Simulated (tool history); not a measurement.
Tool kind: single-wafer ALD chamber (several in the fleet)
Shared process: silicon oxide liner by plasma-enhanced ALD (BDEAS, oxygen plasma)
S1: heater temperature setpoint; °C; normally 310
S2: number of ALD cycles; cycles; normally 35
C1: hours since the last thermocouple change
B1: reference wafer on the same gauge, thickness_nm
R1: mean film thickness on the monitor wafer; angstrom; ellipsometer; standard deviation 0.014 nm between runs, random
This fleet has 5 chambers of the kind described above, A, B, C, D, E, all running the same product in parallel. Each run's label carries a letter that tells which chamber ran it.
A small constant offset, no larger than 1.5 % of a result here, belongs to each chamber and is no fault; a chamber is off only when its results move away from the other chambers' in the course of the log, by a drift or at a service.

| run | day | S1 | S2 | C1 | B1 | R1 |
|---|---|---|---|---|---|---|
| 1B | 0.621 | 310 | 35 | 662.7 | 3.781 | 31.736 |
| 2A | 0.979 | 310 | 35 | 1542.1 | 3.7783 | 31.943 |
| 3D | 1.333 | 310 | 35 | 333.1 | 3.7795 | 32.195 |
| 4C | 1.821 | 310 | 35 | 816.4 | 3.7812 | 32.084 |
| 5E | 2.15 | 310 | 35 | 1231.6 | 3.779 | 32.33 |
| 6B | 2.542 | 310 | 35 | 708.8 | 3.7837 | 31.767 |
| 7A | 2.921 | 310 | 35 | 1588.7 | 3.7791 | 31.927 |
| 8D | 3.529 | 310 | 35 | 385.8 | 3.7832 | 32.309 |
| 9C | 4.054 | 310 | 35 | 870 | 3.7837 | 32.232 |
| 10E | 4.588 | 310 | 35 | 1290.1 | 3.7826 | 31.875 |
| 11E | 4.962 | 303 | 40 | 1299.1 | 3.7818 | 37.024 |
| 12D | 5.375 | 303 | 40 | 430.1 | 3.775 | 37.328 |
| 13B | 5.942 | 303 | 40 | 790.4 | 3.7786 | 36.504 |
| 14A | 6.367 | 303 | 40 | 1671.4 | 3.7856 | 36.761 |
| 15C | 6.671 | 303 | 40 | 932.8 | 3.7816 | 37.193 |
| 16E | 7.021 | 310 | 35 | 1348.5 | 3.7786 | 32.05 |
| 17D | 7.412 | 310 | 35 | 479 | 3.7818 | 32.336 |
| 18B | 7.796 | 310 | 35 | 834.9 | 3.7804 | 31.504 |
| 19A | 8.1 | 310 | 35 | 1713 | 3.7786 | 32.109 |
|  | 8.692 | chamber E: thermocouple changed; heater temperature recalibrated |
| 20C | 8.721 | 310 | 35 | 982 | 3.78 | 32.307 |
| 21C | 9.196 | 310 | 35 | 993.4 | 3.7818 | 32.26 |
| 22B | 9.496 | 310 | 35 | 875.7 | 3.7805 | 31.859 |
| 23E | 10.038 | 310 | 35 | 32.4 | 3.7776 | 31.983 |
| 24A | 10.525 | 322 | 35 | 1771.2 | 3.7763 | 31.327 |
| 25D | 10.821 | 322 | 35 | 560.8 | 3.7781 | 31.636 |
| 26C | 11.212 | 322 | 35 | 1041.8 | 3.7831 | 31.697 |
| 27E | 11.521 | 322 | 35 | 68 | 3.7801 | 31.407 |
| 28B | 11.988 | 322 | 35 | 935.5 | 3.7817 | 31.083 |
| 29D | 12.358 | 310 | 35 | 597.7 | 3.7807 | 32.153 |
| 30A | 12.775 | 310 | 35 | 1825.2 | 3.779 | 31.72 |
| 31D | 13.254 | 310 | 35 | 619.2 | 3.7781 | 32.161 |
| 32B | 13.875 | 310 | 35 | 980.8 | 3.7775 | 32.053 |
| 33E | 14.279 | 310 | 40 | 134.2 | 3.7797 | 36.423 |
| 34C | 14.712 | 310 | 40 | 1125.8 | 3.78 | 36.725 |
| 35A | 15.008 | 310 | 40 | 1878.8 | 3.7766 | 36.437 |
| 36E | 15.304 | 310 | 40 | 158.8 | 3.7777 | 36.448 |
| 37C | 15.662 | 310 | 40 | 1148.6 | 3.7797 | 36.613 |
| 38A | 16.104 | 310 | 35 | 1905.1 | 3.7782 | 31.826 |
| 39D | 16.679 | 310 | 35 | 701.4 | 3.7813 | 32.404 |
| 40B | 17 | 310 | 35 | 1055.8 | 3.7813 | 31.787 |
| 41E | 17.329 | 310 | 30 | 207.4 | 3.7811 | 27.342 |
| 42D | 17.608 | 310 | 30 | 723.7 | 3.7819 | 27.714 |
| 43A | 18.188 | 310 | 30 | 1955.1 | 3.7839 | 27.236 |

Which is it: a chamber that has drifted or been left off by a service, a gauge drift common to all chambers, or only each chamber's usual small offset? If a chamber is off, name it and its likeliest cause.

Nothing is wrong: each chamber keeps only its own small, steady offset and the gauge holds still.

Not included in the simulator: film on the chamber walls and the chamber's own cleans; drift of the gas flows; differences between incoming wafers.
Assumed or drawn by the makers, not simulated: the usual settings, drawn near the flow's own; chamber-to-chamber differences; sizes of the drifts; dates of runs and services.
